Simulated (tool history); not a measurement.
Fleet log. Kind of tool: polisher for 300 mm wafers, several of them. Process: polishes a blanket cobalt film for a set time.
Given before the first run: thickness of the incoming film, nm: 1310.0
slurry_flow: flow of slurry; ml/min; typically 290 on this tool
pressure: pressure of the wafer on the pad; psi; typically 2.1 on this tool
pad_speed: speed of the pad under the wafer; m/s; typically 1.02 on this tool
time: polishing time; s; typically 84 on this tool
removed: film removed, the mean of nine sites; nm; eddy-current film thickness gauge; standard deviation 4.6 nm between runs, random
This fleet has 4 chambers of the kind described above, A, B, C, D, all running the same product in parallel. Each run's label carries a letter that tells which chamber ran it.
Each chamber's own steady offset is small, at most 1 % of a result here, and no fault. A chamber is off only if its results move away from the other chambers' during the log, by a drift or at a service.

Run 1A, day 0.358: usual settings. Result: removed 441.28 nm.
At day 0.575: chamber D: worn pad replaced by a new one.
At day 0.588: chamber B: worn pad replaced by a new one.
Run 2D, day 0.779: usual settings. Result: removed 432.22 nm.
At day 0.996: chamber D: slurry nozzle cleaned.
Run 3B, day 1.108: usual settings. Result: removed 435.06 nm.
Run 4C, day 1.675: usual settings. Result: removed 430.04 nm.
Run 5B, day 2.108: usual settings. Result: removed 433.22 nm.
At day 2.338: chamber C: worn pad replaced by a new one.
Run 6C, day 2.721: usual settings. Result: removed 436.59 nm.
Run 7A, day 3.117: usual settings. Result: removed 425.06 nm.
At day 3.146: chamber C: slurry nozzle cleaned.
Run 8D, day 3.517: usual settings but time 93 s. Result: removed 482.18 nm.
Run 9C, day 4.025: usual settings but time 93 s. Result: removed 483.44 nm.
Run 10B, day 4.321: usual settings but time 93 s. Result: removed 486.51 nm.
At day 4.654: chamber C: head pressure recalibrated.
Run 11A, day 4.662: usual settings but time 93 s. Result: removed 486.78 nm.
Run 12D, day 5.096: usual settings. Result: removed 442.55 nm.
Run 13D, day 5.458: usual settings but slurry_flow 340 ml/min, pad_speed 1.28 m/s. Result: removed 557.62 nm.
At day 5.675: chamber B: worn pad replaced by a new one.
At day 5.792: chamber A: worn pad replaced by a new one.
Run 14B, day 5.858: usual settings but slurry_flow 340 ml/min, pad_speed 1.28 m/s. Result: removed 549.02 nm.
At day 6.183: chamber D: worn pad replaced by a new one.
Run 15A, day 6.262: usual settings but slurry_flow 340 ml/min, pad_speed 1.28 m/s. Result: removed 557.21 nm.
At day 6.342: chamber A: slurry nozzle cleaned.
Run 16C, day 6.550: usual settings but slurry_flow 340 ml/min, pad_speed 1.28 m/s. Result: removed 558.16 nm.
At day 6.562: chamber C: worn pad replaced by a new one.
Run 17D, day 6.829: usual settings. Result: removed 439.51 nm.
Run 18B, day 7.400: usual settings. Result: removed 436.43 nm.
Run 19A, day 7.933: usual settings but pressure 1.5 psi, time 101 s. Result: removed 377.71 nm.
Run 20C, day 8.533: usual settings but pressure 1.5 psi, time 101 s. Result: removed 369.03 nm.
Run 21A, day 8.883: usual settings but pressure 1.5 psi, time 101 s. Result: removed 376.82 nm.
At day 9.017: chamber B: head pressure recalibrated.
Run 22D, day 9.271: usual settings but pressure 1.5 psi, time 101 s. Result: removed 378.14 nm.
Run 23C, day 9.575: usual settings. Result: removed 433.94 nm.
At day 9.979: chamber C: worn pad replaced by a new one.
Run 24B, day 10.079: usual settings. Result: removed 435.26 nm.
At day 10.400: chamber B: worn pad replaced by a new one.
Run 25C, day 10.592: usual settings. Result: removed 427.78 nm.
At day 10.825: chamber B: slurry nozzle cleaned.
Run 26B, day 11.012: usual settings. Result: removed 428.49 nm.
Run 27A, day 11.550: usual settings. Result: removed 460.10 nm.
At day 11.671: chamber A: worn pad replaced by a new one.
At day 11.871: chamber D: worn pad replaced by a new one.
Run 28D, day 11.925: usual settings but slurry_flow 355 ml/min, pad_speed 0.74 m/s. Result: removed 323.40 nm.
Run 29A, day 12.554: usual settings but slurry_flow 355 ml/min, pad_speed 0.74 m/s. Result: removed 342.12 nm.
Run 30B, day 13.000: usual settings but slurry_flow 355 ml/min, pad_speed 0.74 m/s. Result: removed 319.91 nm.
Run 31C, day 13.362: usual settings but slurry_flow 355 ml/min, pad_speed 0.74 m/s. Result: removed 324.36 nm.
At day 13.896: chamber C: worn pad replaced by a new one.
Run 32D, day 13.942: usual settings. Result: removed 441.38 nm.
Run 33B, day 14.492: usual settings. Result: removed 436.82 nm.
Run 34D, day 14.925: usual settings. Result: removed 439.90 nm.
At day 15.229: chamber B: worn pad replaced by a new one.
At day 15.304: chamber C: slurry nozzle cleaned.
Run 35C, day 15.383: usual settings. Result: removed 429.62 nm.
At day 15.596: chamber A: slurry nozzle cleaned.
Run 36A, day 15.838: usual settings. Result: removed 480.30 nm.
At day 16.458: chamber D: worn pad replaced by a new one.
Run 37D, day 16.471: usual settings. Result: removed 427.97 nm.
Run 38C, day 16.950: usual settings. Result: removed 437.80 nm.
At day 17.362: chamber A: worn pad replaced by a new one.
Run 39B, day 17.429: usual settings. Result: removed 435.82 nm.
Run 40A, day 17.958: usual settings. Result: removed 483.28 nm.
Run 41B, day 18.529: usual settings. Result: removed 443.01 nm.
Run 42A, day 18.888: usual settings. Result: removed 480.46 nm.

Each of the 4 chambers runs these same settings next. Fill in every chamber's results:
Run 43A, day 19.346: usual settings but time 70 s. Result: removed ?.
Run 43B, day 19.346: usual settings but time 70 s. Result: removed ?.
Run 43C, day 19.346: usual settings but time 70 s. Result: removed ?.
Run 43D, day 19.346: usual settings but time 70 s. Result: removed ?.

run  removed
43A   400.76
43B   360.99
43C   353.91
43D   366.86

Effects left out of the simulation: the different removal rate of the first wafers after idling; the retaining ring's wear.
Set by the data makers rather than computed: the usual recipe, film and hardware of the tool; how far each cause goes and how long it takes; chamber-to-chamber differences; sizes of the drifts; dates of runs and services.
